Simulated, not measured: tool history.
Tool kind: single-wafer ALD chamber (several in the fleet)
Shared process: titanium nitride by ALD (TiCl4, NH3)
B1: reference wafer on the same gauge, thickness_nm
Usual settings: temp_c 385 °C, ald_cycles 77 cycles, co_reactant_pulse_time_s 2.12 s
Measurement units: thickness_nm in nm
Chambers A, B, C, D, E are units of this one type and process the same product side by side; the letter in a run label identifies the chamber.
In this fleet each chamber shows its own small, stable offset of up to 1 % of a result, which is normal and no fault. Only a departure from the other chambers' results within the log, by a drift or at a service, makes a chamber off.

Run 1B, hour 7.7: usual settings; B1 2.0111. Result: thickness_nm 1.6679 nm.
Run 2C, hour 13.7: usual settings; B1 2.0091. Result: thickness_nm 1.6574 nm.
Run 3D, hour 18.0: usual settings; B1 2.0086. Result: thickness_nm 1.6714 nm.
Run 4A, hour 23.9: usual settings; B1 2.0095. Result: thickness_nm 1.6588 nm.
Run 5E, hour 31.7: usual settings; B1 2.0099. Result: thickness_nm 1.6779 nm.
Run 6C, hour 39.9: usual settings; B1 2.0126. Result: thickness_nm 1.6740 nm.
Run 7D, hour 47.5: usual settings; B1 2.0066. Result: thickness_nm 1.6682 nm.
Run 8B, hour 54.8: usual settings; B1 2.0107. Result: thickness_nm 1.6863 nm.
Run 9E, hour 62.4: usual settings; B1 2.0104. Result: thickness_nm 1.6872 nm.
Run 10A, hour 67.3: usual settings; B1 2.0116. Result: thickness_nm 1.6815 nm.
Run 11C, hour 75.3: usual settings; B1 2.0099. Result: thickness_nm 1.6782 nm.
Run 12B, hour 80.3: usual settings but ald_cycles 64 cycles; B1 2.0078. Result: thickness_nm 1.3799 nm.
Run 13A, hour 85.5: usual settings but ald_cycles 64 cycles; B1 2.0103. Result: thickness_nm 1.3881 nm.
Run 14D, hour 92.7: usual settings but ald_cycles 64 cycles; B1 2.0092. Result: thickness_nm 1.3902 nm.
Run 15E, hour 99.8: usual settings but ald_cycles 64 cycles; B1 2.0095. Result: thickness_nm 1.4070 nm.
Run 16A, hour 108.4: usual settings but ald_cycles 64 cycles; B1 2.0093. Result: thickness_nm 1.3808 nm.
Run 17C, hour 113.8: usual settings; B1 2.0087. Result: thickness_nm 1.6673 nm.
Run 18E, hour 118.5: usual settings; B1 2.0129. Result: thickness_nm 1.6655 nm.
Run 19D, hour 123.9: usual settings; B1 2.0100. Result: thickness_nm 1.6708 nm.
Run 20B, hour 129.2: usual settings; B1 2.0092. Result: thickness_nm 1.6764 nm.
Run 21B, hour 136.4: usual settings; B1 2.0111. Result: thickness_nm 1.6701 nm.
Run 22A, hour 144.4: usual settings; B1 2.0125. Result: thickness_nm 1.6752 nm.
Run 23E, hour 150.5: usual settings; B1 2.0101. Result: thickness_nm 1.6709 nm.
Run 24C, hour 159.2: usual settings; B1 2.0114. Result: thickness_nm 1.6691 nm.
Run 25D, hour 166.4: usual settings; B1 2.0119. Result: thickness_nm 1.6675 nm.
Run 26D, hour 171.4: usual settings; B1 2.0099. Result: thickness_nm 1.6779 nm.
Run 27E, hour 176.8: usual settings; B1 2.0107. Result: thickness_nm 1.6697 nm.
Run 28B, hour 184.8: usual settings; B1 2.0094. Result: thickness_nm 1.6679 nm.
Run 29C, hour 193.3: usual settings; B1 2.0118. Result: thickness_nm 1.6672 nm.
Run 30A, hour 197.3: usual settings; B1 2.0087. Result: thickness_nm 1.6699 nm.
Run 31D, hour 205.7: usual settings; B1 2.0079. Result: thickness_nm 1.6704 nm.
Run 32B, hour 212.8: usual settings but ald_cycles 90 cycles; B1 2.0123. Result: thickness_nm 1.9621 nm.
Run 33C, hour 217.3: usual settings but ald_cycles 90 cycles; B1 2.0106. Result: thickness_nm 1.9448 nm.
Run 34E, hour 221.6: usual settings but ald_cycles 90 cycles; B1 2.0095. Result: thickness_nm 1.9559 nm.
Run 35A, hour 227.8: usual settings but ald_cycles 90 cycles; B1 2.0112. Result: thickness_nm 1.9606 nm.
Run 36B, hour 233.1: usual settings but ald_cycles 90 cycles; B1 2.0092. Result: thickness_nm 1.9672 nm.
Run 37E, hour 240.9: usual settings; B1 2.0111. Result: thickness_nm 1.6756 nm.
Run 38D, hour 247.7: usual settings; B1 2.0107. Result: thickness_nm 1.6648 nm.

Has any chamber moved away from the others, gradually or after a service, or does the common gauge drift, or do the chambers differ only by their own small steady offsets? State the chamber and the most likely cause if one applies.

No chamber is off and the gauge is stable; the differences are just each chamber's small, constant offset.

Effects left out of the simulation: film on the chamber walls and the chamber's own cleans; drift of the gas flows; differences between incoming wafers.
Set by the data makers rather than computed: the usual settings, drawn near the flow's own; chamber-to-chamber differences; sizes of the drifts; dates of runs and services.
